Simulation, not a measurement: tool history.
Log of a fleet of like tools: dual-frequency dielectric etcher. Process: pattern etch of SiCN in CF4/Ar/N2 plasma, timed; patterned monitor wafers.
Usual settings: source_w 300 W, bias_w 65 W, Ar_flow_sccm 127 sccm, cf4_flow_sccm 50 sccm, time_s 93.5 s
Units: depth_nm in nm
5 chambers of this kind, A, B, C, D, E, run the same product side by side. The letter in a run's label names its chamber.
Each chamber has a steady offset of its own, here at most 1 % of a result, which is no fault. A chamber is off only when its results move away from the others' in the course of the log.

| run | hour | source_w | bias_w | Ar_flow_sccm | cf4_flow_sccm | time_s | hours since the last wet clean | hours since the last source power generator calibration | hours since the last bias power generator calibration | hours since the last Ar flow controller change | hours since the last CF4 flow controller change | read-back reference wafer on the same gauge, depth_nm | depth_nm |
|---|---|---|---|---|---|---|---|---|---|---|---|---|---|
| 1B | 8.8 | 300 | 65 | 127 | 50 | 93.5 | 24.8 | 959.4 | 3078.1 | 3373.5 | 166.0 | 55.006 | 49.832 |
| 2C | 19.8 | 300 | 65 | 127 | 50 | 93.5 | 324.9 | 1919.9 | 1559.2 | 147.3 | 293.5 | 55.035 | 50.051 |
|  | 28.8 | chamber C: wet clean of the chamber |
| 3D | 29.7 | 300 | 65 | 127 | 50 | 93.5 | 290.1 | 1082.0 | 440.3 | 3854.4 | 4279.4 | 55.047 | 50.161 |
| 4A | 39.6 | 300 | 65 | 127 | 50 | 93.5 | 93.7 | 1531.2 | 4244.2 | 496.8 | 1798.2 | 55.022 | 49.564 |
| 5E | 52.2 | 300 | 65 | 127 | 50 | 93.5 | 280.7 | 3753.9 | 1251.5 | 331.2 | 3330.7 | 55.039 | 49.970 |
| 6C | 64.4 | 300 | 65 | 127 | 50 | 93.5 | 35.6 | 1964.5 | 1603.8 | 191.9 | 338.1 | 55.054 | 49.914 |
| 7B | 72.9 | 300 | 65 | 127 | 50 | 93.5 | 88.9 | 1023.5 | 3142.2 | 3437.6 | 230.1 | 55.056 | 49.948 |
| 8D | 86.4 | 300 | 65 | 127 | 50 | 93.5 | 346.8 | 1138.7 | 497.0 | 3911.1 | 4336.1 | 55.046 | 50.142 |
| 9A | 100.1 | 300 | 65 | 127 | 50 | 93.5 | 154.2 | 1591.7 | 4304.7 | 557.3 | 1858.7 | 55.094 | 49.748 |
| 10E | 111.3 | 300 | 65 | 127 | 50 | 93.5 | 339.8 | 3813.0 | 1310.6 | 390.3 | 3389.8 | 55.090 | 49.950 |
|  | 113.4 | chamber A: bias power generator calibrated |
| 11D | 121.7 | 300 | 65 | 127 | 50 | 93.5 | 382.1 | 1174.0 | 532.3 | 3946.4 | 4371.4 | 55.101 | 50.211 |
|  | 130.4 | chamber B: bias power generator calibrated |
| 12E | 136.8 | 300 | 65 | 127 | 50 | 93.5 | 365.3 | 3838.5 | 1336.1 | 415.8 | 3415.3 | 55.087 | 50.060 |
| 13C | 149.9 | 300 | 65 | 127 | 50 | 93.5 | 121.1 | 2050.0 | 1689.3 | 277.4 | 423.6 | 55.126 | 50.070 |
| 14A | 157.1 | 300 | 65 | 127 | 50 | 93.5 | 211.2 | 1648.7 | 43.8 | 614.3 | 1915.7 | 55.155 | 49.795 |
| 15B | 166.2 | 300 | 65 | 127 | 50 | 93.5 | 182.2 | 1116.8 | 35.8 | 3530.9 | 323.4 | 55.159 | 49.920 |
|  | 166.4 | chamber D: Ar flow controller replaced |
| 16B | 180.9 | 300 | 65 | 127 | 50 | 93.5 | 196.9 | 1131.5 | 50.5 | 3545.6 | 338.1 | 55.162 | 50.099 |
| 17C | 192.9 | 300 | 65 | 127 | 50 | 93.5 | 164.1 | 2093.0 | 1732.3 | 320.4 | 466.6 | 55.142 | 49.999 |
| 18E | 204.7 | 300 | 65 | 127 | 50 | 93.5 | 433.2 | 3906.4 | 1404.0 | 483.7 | 3483.2 | 55.186 | 50.094 |
| 19A | 215.0 | 300 | 65 | 127 | 50 | 93.5 | 269.1 | 1706.6 | 101.7 | 672.2 | 1973.6 | 55.179 | 49.731 |
| 20D | 223.2 | 300 | 65 | 127 | 50 | 93.5 | 483.6 | 1275.5 | 633.8 | 56.8 | 4472.9 | 55.202 | 50.348 |
|  | 231.6 | chamber E: wet clean of the chamber |
| 21A | 231.7 | 300 | 65 | 127 | 50 | 93.5 | 285.8 | 1723.3 | 118.4 | 688.9 | 1990.3 | 55.178 | 49.745 |
| 22E | 241.6 | 300 | 65 | 127 | 50 | 93.5 | 10.0 | 3943.3 | 1440.9 | 520.6 | 3520.1 | 55.217 | 50.034 |
| 23C | 254.6 | 300 | 65 | 127 | 50 | 93.5 | 225.8 | 2154.7 | 1794.0 | 382.1 | 528.3 | 55.207 | 50.165 |
| 24B | 262.4 | 300 | 65 | 127 | 50 | 93.5 | 278.4 | 1213.0 | 132.0 | 3627.1 | 419.6 | 55.223 | 50.115 |
| 25D | 276.7 | 300 | 65 | 127 | 50 | 93.5 | 537.1 | 1329.0 | 687.3 | 110.3 | 4526.4 | 55.243 | 50.216 |
| 26B | 284.8 | 300 | 65 | 127 | 50 | 93.5 | 300.8 | 1235.4 | 154.4 | 3649.5 | 442.0 | 55.249 | 50.380 |
| 27E | 297.6 | 300 | 65 | 127 | 50 | 93.5 | 66.0 | 3999.3 | 1496.9 | 576.6 | 3576.1 | 55.253 | 50.216 |
|  | 303.1 | chamber A: wet clean of the chamber |
| 28D | 309.0 | 300 | 65 | 127 | 50 | 93.5 | 569.4 | 1361.3 | 719.6 | 142.6 | 4558.7 | 55.263 | 50.251 |
|  | 315.9 | chamber D: wet clean of the chamber |
| 29A | 323.5 | 300 | 65 | 127 | 50 | 93.5 | 20.4 | 1815.1 | 210.2 | 780.7 | 2082.1 | 55.261 | 49.774 |
| 30C | 332.1 | 300 | 65 | 127 | 50 | 93.5 | 303.3 | 2232.2 | 1871.5 | 459.6 | 605.8 | 55.275 | 50.205 |
| 31E | 341.0 | 300 | 65 | 127 | 50 | 93.5 | 109.4 | 4042.7 | 1540.3 | 620.0 | 3619.5 | 55.306 | 50.230 |
| 32A | 349.4 | 300 | 65 | 127 | 50 | 93.5 | 46.3 | 1841.0 | 236.1 | 806.6 | 2108.0 | 55.321 | 50.027 |
|  | 359.7 | chamber D: CF4 flow controller replaced |
| 33B | 362.1 | 300 | 65 | 127 | 50 | 93.5 | 378.1 | 1312.7 | 231.7 | 3726.8 | 519.3 | 55.322 | 50.346 |
| 34C | 370.7 | 300 | 65 | 127 | 50 | 93.5 | 341.9 | 2270.8 | 1910.1 | 498.2 | 644.4 | 55.316 | 50.223 |
| 35D | 380.5 | 300 | 65 | 127 | 50 | 93.5 | 64.6 | 1432.8 | 791.1 | 214.1 | 20.9 | 55.317 | 50.402 |
| 36B | 390.2 | 300 | 65 | 127 | 50 | 93.5 | 406.2 | 1340.8 | 259.8 | 3754.9 | 547.4 | 55.344 | 50.333 |
| 37C | 402.0 | 300 | 65 | 127 | 50 | 93.5 | 373.2 | 2302.1 | 1941.4 | 529.5 | 675.7 | 55.351 | 50.283 |
| 38D | 409.0 | 300 | 65 | 127 | 50 | 93.5 | 93.1 | 1461.3 | 819.6 | 242.6 | 49.4 | 55.365 | 50.352 |
| 39E | 423.4 | 300 | 75 | 127 | 50 | 93.5 | 191.8 | 4125.1 | 1622.7 | 702.4 | 3701.9 | 55.373 | 53.041 |
| 40A | 432.8 | 300 | 75 | 127 | 50 | 93.5 | 129.7 | 1924.4 | 319.5 | 890.0 | 2191.4 | 55.383 | 52.762 |
| 41B | 448.1 | 300 | 75 | 127 | 50 | 93.5 | 464.1 | 1398.7 | 317.7 | 3812.8 | 605.3 | 55.381 | 53.248 |

Next, every chamber runs the same settings. What will each give?
| 42A | 459.1 | 300 | 65 | 127 | 50 | 93.5 |  |  |  |  |  |  | ? |
| 42B | 459.1 | 300 | 65 | 127 | 50 | 93.5 |  |  |  |  |  |  | ? |
| 42C | 459.1 | 300 | 65 | 127 | 50 | 93.5 |  |  |  |  |  |  | ? |
| 42D | 459.1 | 300 | 65 | 127 | 50 | 93.5 |  |  |  |  |  |  | ? |
| 42E | 459.1 | 300 | 65 | 127 | 50 | 93.5 |  |  |  |  |  |  | ? |

| run | depth_nm |
|---|---|
| 42A | 50.121 |
| 42B | 50.289 |
| 42C | 50.369 |
| 42D | 50.552 |
| 42E | 50.364 |
